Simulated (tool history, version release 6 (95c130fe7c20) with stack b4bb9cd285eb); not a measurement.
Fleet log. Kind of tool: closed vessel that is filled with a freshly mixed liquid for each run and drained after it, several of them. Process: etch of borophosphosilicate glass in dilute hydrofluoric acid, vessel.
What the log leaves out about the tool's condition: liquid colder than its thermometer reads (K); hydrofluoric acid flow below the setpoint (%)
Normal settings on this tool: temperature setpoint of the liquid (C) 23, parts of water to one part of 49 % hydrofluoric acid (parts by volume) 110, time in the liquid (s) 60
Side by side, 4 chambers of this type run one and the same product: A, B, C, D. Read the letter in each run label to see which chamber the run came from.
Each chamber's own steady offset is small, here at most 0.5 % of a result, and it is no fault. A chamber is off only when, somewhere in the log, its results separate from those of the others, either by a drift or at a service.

run   hour  temperature setpoint of the liquid (C)  parts of water to one part of 49 % hydrofluoric acid (parts by volume)  time in the liquid (s)  hours since the thermometer was replaced  hours since the hydrofluoric acid flow meter was replaced  read-back film thickness of the borophosphosilicate glass reference wafer, read on the same gauge (nm)  thickness taken off the borophosphosilicate glass on a monitor wafer (Å)
 1B    9.0                                      23                                                                     110                      60                                    1088.1                                                     1238.1                                                                                                  139.99                                                                    306.72
 2C   16.6                                      23                                                                     110                      60                                      30.0                                                      314.4                                                                                                  140.01                                                                    312.83
 3D   30.8                                      23                                                                     110                      60                                     426.9                                                      501.7                                                                                                  139.98                                                                    310.22
 4A   40.2                                      23                                                                     110                      60                                    2022.1                                                      584.5                                                                                                  140.00                                                                    314.11
 5D   50.7                                      23                                                                     110                      70                                     446.8                                                      521.6                                                                                                  140.00                                                                    361.81
 6B   60.3                                      23                                                                     110                      70                                    1139.4                                                     1289.4                                                                                                  139.98                                                                    359.54
 7A   72.8                                      23                                                                     110                      70                                    2054.7                                                      617.1                                                                                                  139.99                                                                    364.38
 8C   85.9                                      23                                                                     110                      70                                      99.3                                                      383.7                                                                                                  140.00                                                                    362.37
 9B  100.5                                      20                                                                      90                      60                                    1179.6                                                     1329.6                                                                                                  140.01                                                                    339.98
10A  111.8                                      20                                                                      90                      60                                    2093.7                                                      656.1                                                                                                  140.01                                                                    343.37
11D  123.2                                      20                                                                      90                      60                                     519.3                                                      594.1                                                                                                  140.00                                                                    342.88
12C  131.1                                      20                                                                      90                      60                                     144.5                                                      428.9                                                                                                  139.98                                                                    342.62
     141.7  -- chamber B: hydrofluoric acid flow meter replaced
13A  143.5                                      23                                                                     110                      60                                    2125.4                                                      687.8                                                                                                  140.00                                                                    310.65
14B  151.3                                      23                                                                     110                      60                                    1230.4                                                        9.7                                                                                                  139.99                                                                    309.12
15C  164.0                                      23                                                                     110                      60                                     177.4                                                      461.8                                                                                                  139.99                                                                    313.42
16D  177.2                                      23                                                                     110                      60                                     573.3                                                      648.1                                                                                                  139.99                                                                    309.72
17B  186.6                                      23                                                                     110                      60                                    1265.7                                                       45.0                                                                                                  139.99                                                                    308.79
18D  194.7                                      23                                                                     110                      60                                     590.8                                                      665.6                                                                                                  140.00                                                                    309.34
19A  207.0                                      23                                                                     110                      60                                    2188.9                                                      751.3                                                                                                  139.99                                                                    314.02
20C  214.1                                      23                                                                     110                      60                                     227.5                                                      511.9                                                                                                  140.01                                                                    311.41
21C  224.4                                      23                                                                     110                      60                                     237.8                                                      522.2                                                                                                  139.99                                                                    312.42
22A  238.9                                      23                                                                     110                      60                                    2220.8                                                      783.2                                                                                                  140.01                                                                    312.73
23B  246.5                                      23                                                                     110                      60                                    1325.6                                                      104.9                                                                                                  139.99                                                                    308.95
24D  256.0                                      23                                                                     110                      90                                     652.1                                                      726.9                                                                                                  140.00                                                                    467.11
25B  270.7                                      23                                                                     110                      90                                    1349.8                                                      129.1                                                                                                  140.00                                                                    463.46
26C  283.9                                      23                                                                     110                      90                                     297.3                                                      581.7                                                                                                  140.02                                                                    467.48
27D  290.3                                      23                                                                     110                      90                                     686.4                                                      761.2                                                                                                  140.00                                                                    466.27
28A  297.0                                      23                                                                     110                      60                                    2278.9                                                      841.3                                                                                                  140.00                                                                    312.38
29A  308.7                                      23                                                                     110                      60                                    2290.6                                                      853.0                                                                                                  140.01                                                                    312.21
30D  316.2                                      23                                                                     110                      60                                     712.3                                                      787.1                                                                                                  140.01                                                                    309.02

One chamber off, gauge drift, or nothing amiss beyond the chambers' own small offsets? If it is a chamber, which one, and what is the likeliest cause?

Nothing is wrong: each chamber keeps only its own small, steady offset and the gauge holds still.

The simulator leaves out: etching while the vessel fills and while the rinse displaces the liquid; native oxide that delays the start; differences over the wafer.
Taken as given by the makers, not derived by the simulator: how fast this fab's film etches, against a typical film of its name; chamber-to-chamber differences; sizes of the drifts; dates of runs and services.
